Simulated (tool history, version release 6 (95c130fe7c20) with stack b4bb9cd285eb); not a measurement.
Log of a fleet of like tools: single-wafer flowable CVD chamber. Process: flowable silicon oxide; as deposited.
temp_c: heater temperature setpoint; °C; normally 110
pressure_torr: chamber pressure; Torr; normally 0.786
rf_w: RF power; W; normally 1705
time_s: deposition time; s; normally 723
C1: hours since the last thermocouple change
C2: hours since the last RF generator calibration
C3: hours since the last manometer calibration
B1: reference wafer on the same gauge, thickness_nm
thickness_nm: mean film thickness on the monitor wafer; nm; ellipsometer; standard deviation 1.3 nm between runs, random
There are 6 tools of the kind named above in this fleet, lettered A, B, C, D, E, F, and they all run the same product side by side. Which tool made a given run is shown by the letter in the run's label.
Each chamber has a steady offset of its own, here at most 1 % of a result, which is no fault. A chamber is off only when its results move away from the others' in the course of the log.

Run 1A, hour 6.9: usual settings; C1 1942.7; C2 1381.1; C3 243; B1 289.15. Result: thickness_nm 298.36 nm.
Run 2E, hour 13.4: usual settings; C1 868.1; C2 1201.3; C3 2039.2; B1 288.76. Result: thickness_nm 294.91 nm.
Run 3F, hour 18.2: usual settings; C1 936.3; C2 604.4; C3 733.4; B1 289.01. Result: thickness_nm 299.73 nm.
Run 4C, hour 21.9: usual settings; C1 336.9; C2 1474; C3 193.7; B1 289.04. Result: thickness_nm 295.34 nm.
Run 5D, hour 28.5: usual settings but rf_w 1465 W; C1 105.8; C2 2221.2; C3 1287.8; B1 288.96. Result: thickness_nm 282.97 nm.
Run 6B, hour 36.2: usual settings but rf_w 1465 W; C1 1251.9; C2 134.6; C3 1715.7; B1 288.92. Result: thickness_nm 283.72 nm.
Run 7F, hour 42.9: usual settings but rf_w 1465 W; C1 961; C2 629.1; C3 758.1; B1 288.97. Result: thickness_nm 285.71 nm.
Run 8D, hour 47.1: usual settings but rf_w 1465 W; C1 124.4; C2 2239.8; C3 1306.4; B1 289.25. Result: thickness_nm 282.65 nm.
Run 9A, hour 53.2: usual settings but rf_w 1465 W; C1 1989; C2 1427.4; C3 289.3; B1 289.26. Result: thickness_nm 284.23 nm.
Run 10C, hour 60.2: usual settings but rf_w 1465 W; C1 375.2; C2 1512.3; C3 232; B1 289.37. Result: thickness_nm 279.79 nm.
At hour 62.3: chamber E: RF generator calibrated.
Run 11B, hour 68.3: usual settings; C1 1284; C2 166.7; C3 1747.8; B1 289.13. Result: thickness_nm 298.31 nm.
Run 12E, hour 72.1: usual settings; C1 926.8; C2 9.8; C3 2097.9; B1 289.13. Result: thickness_nm 295.29 nm.
Run 13D, hour 77.5: usual settings; C1 154.8; C2 2270.2; C3 1336.8; B1 289.07. Result: thickness_nm 296.65 nm.
Run 14A, hour 82.5: usual settings; C1 2018.3; C2 1456.7; C3 318.6; B1 289.06. Result: thickness_nm 298.58 nm.
At hour 85: chamber B: thermocouple changed; heater temperature recalibrated.
Run 15C, hour 89.6: usual settings; C1 404.6; C2 1541.7; C3 261.4; B1 289.15. Result: thickness_nm 294.72 nm.
Run 16B, hour 93.3: usual settings; C1 8.4; C2 191.7; C3 1772.8; B1 289.07. Result: thickness_nm 296.82 nm.
Run 17F, hour 99.4: usual settings; C1 1017.5; C2 685.6; C3 814.6; B1 289.07. Result: thickness_nm 299.97 nm.
Run 18E, hour 106.8: usual settings; C1 961.5; C2 44.5; C3 2132.6; B1 289.11. Result: thickness_nm 295.47 nm.
Run 19F, hour 112.5: usual settings; C1 1030.6; C2 698.7; C3 827.7; B1 289.34. Result: thickness_nm 299.29 nm.
Run 20B, hour 117: usual settings; C1 32.1; C2 215.4; C3 1796.5; B1 289.17. Result: thickness_nm 296.83 nm.
Run 21C, hour 124.5: usual settings but pressure_torr 0.953 Torr, rf_w 1920 W; C1 439.5; C2 1576.6; C3 296.3; B1 288.79. Result: thickness_nm 390.28 nm.
Run 22E, hour 130.5: usual settings but pressure_torr 0.953 Torr, rf_w 1920 W; C1 985.2; C2 68.2; C3 2156.3; B1 288.92. Result: thickness_nm 388.8 nm.
Run 23A, hour 136: usual settings but pressure_torr 0.953 Torr, rf_w 1920 W; C1 2071.8; C2 1510.2; C3 372.1; B1 288.79. Result: thickness_nm 386.49 nm.
Run 24D, hour 140.3: usual settings but pressure_torr 0.953 Torr, rf_w 1920 W; C1 217.6; C2 2333; C3 1399.6; B1 288.97. Result: thickness_nm 390 nm.
Run 25D, hour 148: usual settings but pressure_torr 0.953 Torr, rf_w 1920 W; C1 225.3; C2 2340.7; C3 1407.3; B1 288.96. Result: thickness_nm 391.2 nm.
Run 26A, hour 152.3: usual settings but pressure_torr 0.953 Torr, rf_w 1920 W; C1 2088.1; C2 1526.5; C3 388.4; B1 288.86. Result: thickness_nm 389.04 nm.
Run 27B, hour 158.1: usual settings but rf_w 1940 W; C1 73.2; C2 256.5; C3 1837.6; B1 289.26. Result: thickness_nm 306.53 nm.
Run 28F, hour 163.6: usual settings but rf_w 1940 W; C1 1081.7; C2 749.8; C3 878.8; B1 288.63. Result: thickness_nm 309.23 nm.
Run 29E, hour 170.8: usual settings but rf_w 1940 W; C1 1025.5; C2 108.5; C3 2196.6; B1 288.9. Result: thickness_nm 306.67 nm.
Run 30C, hour 174.9: usual settings but rf_w 1940 W; C1 489.9; C2 1627; C3 346.7; B1 289.1. Result: thickness_nm 305.48 nm.
Run 31B, hour 181.5: usual settings but rf_w 1940 W; C1 96.6; C2 279.9; C3 1861; B1 288.94. Result: thickness_nm 307.85 nm.
Run 32C, hour 189.1: usual settings but rf_w 1940 W; C1 504.1; C2 1641.2; C3 360.9; B1 288.87. Result: thickness_nm 303.96 nm.
Run 33A, hour 195.1: usual settings; C1 2130.9; C2 1569.3; C3 431.2; B1 289.1. Result: thickness_nm 297.6 nm.
Run 34F, hour 203.1: usual settings; C1 1121.2; C2 789.3; C3 918.3; B1 288.91. Result: thickness_nm 299.53 nm.
Run 35E, hour 208.4: usual settings; C1 1063.1; C2 146.1; C3 2234.2; B1 288.79. Result: thickness_nm 295.5 nm.
Run 36D, hour 213.1: usual settings; C1 290.4; C2 2405.8; C3 1472.4; B1 289.11. Result: thickness_nm 296.79 nm.
Run 37A, hour 220.7: usual settings; C1 2156.5; C2 1594.9; C3 456.8; B1 288.81. Result: thickness_nm 296.06 nm.
Run 38E, hour 226.4: usual settings; C1 1081.1; C2 164.1; C3 2252.2; B1 288.98. Result: thickness_nm 298.17 nm.
Run 39F, hour 231.2: usual settings but pressure_torr 0.66 Torr; C1 1149.3; C2 817.4; C3 946.4; B1 288.93. Result: thickness_nm 237.33 nm.

Predict what each chamber gives when all 6 of them run the settings below next.
Run 40A, hour 237.3: usual settings but pressure_torr 0.617 Torr. Result: thickness_nm ?.
Run 40B, hour 237.3: usual settings but pressure_torr 0.617 Torr. Result: thickness_nm ?.
Run 40C, hour 237.3: usual settings but pressure_torr 0.617 Torr. Result: thickness_nm ?.
Run 40D, hour 237.3: usual settings but pressure_torr 0.617 Torr. Result: thickness_nm ?.
Run 40E, hour 237.3: usual settings but pressure_torr 0.617 Torr. Result: thickness_nm ?.
Run 40F, hour 237.3: usual settings but pressure_torr 0.617 Torr. Result: thickness_nm ?.

run  thickness_nm
40A        216.16
40B        212.01
40C        211.87
40D        212.68
40E         214.3
40F        215.52
